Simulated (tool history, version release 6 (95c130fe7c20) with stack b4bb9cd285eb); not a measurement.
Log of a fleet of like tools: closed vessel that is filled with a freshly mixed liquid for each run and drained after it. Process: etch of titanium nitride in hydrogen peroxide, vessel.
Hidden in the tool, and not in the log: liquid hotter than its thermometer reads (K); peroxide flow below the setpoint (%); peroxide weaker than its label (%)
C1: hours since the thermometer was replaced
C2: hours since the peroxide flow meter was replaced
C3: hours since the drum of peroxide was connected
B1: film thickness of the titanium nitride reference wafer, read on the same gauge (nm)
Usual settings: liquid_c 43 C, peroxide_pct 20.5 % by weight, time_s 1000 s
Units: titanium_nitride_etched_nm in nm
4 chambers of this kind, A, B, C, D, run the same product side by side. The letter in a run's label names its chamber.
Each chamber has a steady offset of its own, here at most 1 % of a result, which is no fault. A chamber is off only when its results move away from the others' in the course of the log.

{"run": "1A", "hour": 8.2, "liquid_c": 43, "peroxide_pct": 20.5, "time_s": 1000, "C1": 359.6, "C2": 516.5, "C3": 349.0, "B1": 60.017, "titanium_nitride_etched_nm": 33.403}
{"hour": 10.6, "done": "chamber D: new drum of peroxide connected"}
{"run": "2C", "hour": 19.1, "liquid_c": 43, "peroxide_pct": 20.5, "time_s": 1000, "C1": 770.7, "C2": 177.2, "C3": 553.3, "B1": 60.008, "titanium_nitride_etched_nm": 33.27}
{"run": "3B", "hour": 24.6, "liquid_c": 43, "peroxide_pct": 20.5, "time_s": 1000, "C1": 105.7, "C2": 1750.0, "C3": 428.2, "B1": 59.998, "titanium_nitride_etched_nm": 33.245}
{"run": "4D", "hour": 30.7, "liquid_c": 43, "peroxide_pct": 20.5, "time_s": 1000, "C1": 1555.6, "C2": 749.2, "C3": 20.2, "B1": 60.027, "titanium_nitride_etched_nm": 33.436}
{"run": "5D", "hour": 37.7, "liquid_c": 43, "peroxide_pct": 20.5, "time_s": 1000, "C1": 1562.6, "C2": 756.2, "C3": 27.2, "B1": 60.001, "titanium_nitride_etched_nm": 33.451}
{"run": "6B", "hour": 47.1, "liquid_c": 43, "peroxide_pct": 20.5, "time_s": 1000, "C1": 128.2, "C2": 1772.5, "C3": 450.7, "B1": 59.997, "titanium_nitride_etched_nm": 33.435}
{"run": "7A", "hour": 52.0, "liquid_c": 43, "peroxide_pct": 20.5, "time_s": 1190, "C1": 403.4, "C2": 560.3, "C3": 392.8, "B1": 59.982, "titanium_nitride_etched_nm": 39.916}
{"run": "8C", "hour": 57.5, "liquid_c": 43, "peroxide_pct": 20.5, "time_s": 1190, "C1": 809.1, "C2": 215.6, "C3": 591.7, "B1": 60.024, "titanium_nitride_etched_nm": 39.753}
{"run": "9B", "hour": 66.2, "liquid_c": 43, "peroxide_pct": 20.5, "time_s": 1190, "C1": 147.3, "C2": 1791.6, "C3": 469.8, "B1": 59.98, "titanium_nitride_etched_nm": 39.951}
{"run": "10D", "hour": 74.7, "liquid_c": 43, "peroxide_pct": 20.5, "time_s": 1190, "C1": 1599.6, "C2": 793.2, "C3": 64.2, "B1": 60.007, "titanium_nitride_etched_nm": 39.629}
{"run": "11A", "hour": 84.7, "liquid_c": 47, "peroxide_pct": 16.0, "time_s": 1000, "C1": 436.1, "C2": 593.0, "C3": 425.5, "B1": 60.007, "titanium_nitride_etched_nm": 43.049}
{"run": "12C", "hour": 89.6, "liquid_c": 47, "peroxide_pct": 16.0, "time_s": 1000, "C1": 841.2, "C2": 247.7, "C3": 623.8, "B1": 59.991, "titanium_nitride_etched_nm": 42.719}
{"run": "13A", "hour": 96.5, "liquid_c": 47, "peroxide_pct": 16.0, "time_s": 1000, "C1": 447.9, "C2": 604.8, "C3": 437.3, "B1": 59.995, "titanium_nitride_etched_nm": 43.292}
{"run": "14B", "hour": 104.6, "liquid_c": 47, "peroxide_pct": 16.0, "time_s": 1000, "C1": 185.7, "C2": 1830.0, "C3": 508.2, "B1": 59.994, "titanium_nitride_etched_nm": 42.734}
{"hour": 106.0, "done": "chamber A: new drum of peroxide connected"}
{"run": "15C", "hour": 111.8, "liquid_c": 43, "peroxide_pct": 20.5, "time_s": 1000, "C1": 863.4, "C2": 269.9, "C3": 646.0, "B1": 60.021, "titanium_nitride_etched_nm": 33.393}
{"run": "16D", "hour": 118.9, "liquid_c": 43, "peroxide_pct": 20.5, "time_s": 1000, "C1": 1643.8, "C2": 837.4, "C3": 108.4, "B1": 60.02, "titanium_nitride_etched_nm": 33.314}
{"run": "17D", "hour": 129.1, "liquid_c": 43, "peroxide_pct": 23.5, "time_s": 415, "C1": 1654.0, "C2": 847.6, "C3": 118.6, "B1": 60.003, "titanium_nitride_etched_nm": 14.242}
{"run": "18C", "hour": 138.6, "liquid_c": 43, "peroxide_pct": 23.5, "time_s": 415, "C1": 890.2, "C2": 296.7, "C3": 672.8, "B1": 59.993, "titanium_nitride_etched_nm": 14.194}
{"run": "19B", "hour": 144.5, "liquid_c": 43, "peroxide_pct": 23.5, "time_s": 415, "C1": 225.6, "C2": 1869.9, "C3": 548.1, "B1": 60.012, "titanium_nitride_etched_nm": 14.331}
{"run": "20A", "hour": 151.5, "liquid_c": 43, "peroxide_pct": 23.5, "time_s": 415, "C1": 502.9, "C2": 659.8, "C3": 45.5, "B1": 60.009, "titanium_nitride_etched_nm": 14.35}
{"run": "21C", "hour": 160.8, "liquid_c": 43, "peroxide_pct": 20.5, "time_s": 1000, "C1": 912.4, "C2": 318.9, "C3": 695.0, "B1": 59.986, "titanium_nitride_etched_nm": 33.332}
{"run": "22B", "hour": 169.7, "liquid_c": 43, "peroxide_pct": 20.5, "time_s": 1000, "C1": 250.8, "C2": 1895.1, "C3": 573.3, "B1": 59.994, "titanium_nitride_etched_nm": 33.233}
{"hour": 171.3, "done": "chamber D: peroxide flow meter replaced"}
{"run": "23D", "hour": 180.5, "liquid_c": 43, "peroxide_pct": 20.5, "time_s": 1000, "C1": 1705.4, "C2": 9.3, "C3": 170.0, "B1": 59.993, "titanium_nitride_etched_nm": 34.011}
{"run": "24A", "hour": 187.2, "liquid_c": 43, "peroxide_pct": 20.5, "time_s": 1000, "C1": 538.6, "C2": 695.5, "C3": 81.2, "B1": 60.009, "titanium_nitride_etched_nm": 33.635}
{"run": "25C", "hour": 194.7, "liquid_c": 43, "peroxide_pct": 20.5, "time_s": 1000, "C1": 946.3, "C2": 352.8, "C3": 728.9, "B1": 60.006, "titanium_nitride_etched_nm": 33.159}
{"run": "26B", "hour": 203.6, "liquid_c": 43, "peroxide_pct": 20.5, "time_s": 1000, "C1": 284.7, "C2": 1929.0, "C3": 607.2, "B1": 60.018, "titanium_nitride_etched_nm": 33.502}
{"run": "27A", "hour": 212.7, "liquid_c": 43, "peroxide_pct": 20.5, "time_s": 1000, "C1": 564.1, "C2": 721.0, "C3": 106.7, "B1": 60.01, "titanium_nitride_etched_nm": 33.788}
{"run": "28D", "hour": 218.6, "liquid_c": 43, "peroxide_pct": 20.5, "time_s": 1000, "C1": 1743.5, "C2": 47.4, "C3": 208.1, "B1": 60.022, "titanium_nitride_etched_nm": 34.013}
{"run": "29A", "hour": 228.1, "liquid_c": 43, "peroxide_pct": 20.5, "time_s": 1000, "C1": 579.5, "C2": 736.4, "C3": 122.1, "B1": 59.982, "titanium_nitride_etched_nm": 33.71}
{"run": "30C", "hour": 233.0, "liquid_c": 43, "peroxide_pct": 20.5, "time_s": 1000, "C1": 984.6, "C2": 391.1, "C3": 767.2, "B1": 59.997, "titanium_nitride_etched_nm": 33.61}
{"run": "31B", "hour": 240.9, "liquid_c": 43, "peroxide_pct": 20.5, "time_s": 1000, "C1": 322.0, "C2": 1966.3, "C3": 644.5, "B1": 60.011, "titanium_nitride_etched_nm": 33.712}
{"run": "32D", "hour": 249.8, "liquid_c": 43, "peroxide_pct": 20.5, "time_s": 1000, "C1": 1774.7, "C2": 78.6, "C3": 239.3, "B1": 59.989, "titanium_nitride_etched_nm": 34.419}
{"run": "33C", "hour": 255.7, "liquid_c": 43, "peroxide_pct": 20.5, "time_s": 1000, "C1": 1007.3, "C2": 413.8, "C3": 789.9, "B1": 59.994, "titanium_nitride_etched_nm": 33.216}
{"run": "34A", "hour": 265.9, "liquid_c": 43, "peroxide_pct": 20.5, "time_s": 1000, "C1": 617.3, "C2": 774.2, "C3": 159.9, "B1": 60.015, "titanium_nitride_etched_nm": 33.723}

Next, every chamber runs the same settings. What will each give?
{"run": "35A", "hour": 273.9, "liquid_c": 43, "peroxide_pct": 20.5, "time_s": 1185, "titanium_nitride_etched_nm": "?"}
{"run": "35B", "hour": 273.9, "liquid_c": 43, "peroxide_pct": 20.5, "time_s": 1185, "titanium_nitride_etched_nm": "?"}
{"run": "35C", "hour": 273.9, "liquid_c": 43, "peroxide_pct": 20.5, "time_s": 1185, "titanium_nitride_etched_nm": "?"}
{"run": "35D", "hour": 273.9, "liquid_c": 43, "peroxide_pct": 20.5, "time_s": 1185, "titanium_nitride_etched_nm": "?"}

run=35A titanium_nitride_etched_nm=40.316
run=35B titanium_nitride_etched_nm=39.571
run=35C titanium_nitride_etched_nm=39.401
run=35D titanium_nitride_etched_nm=40.991
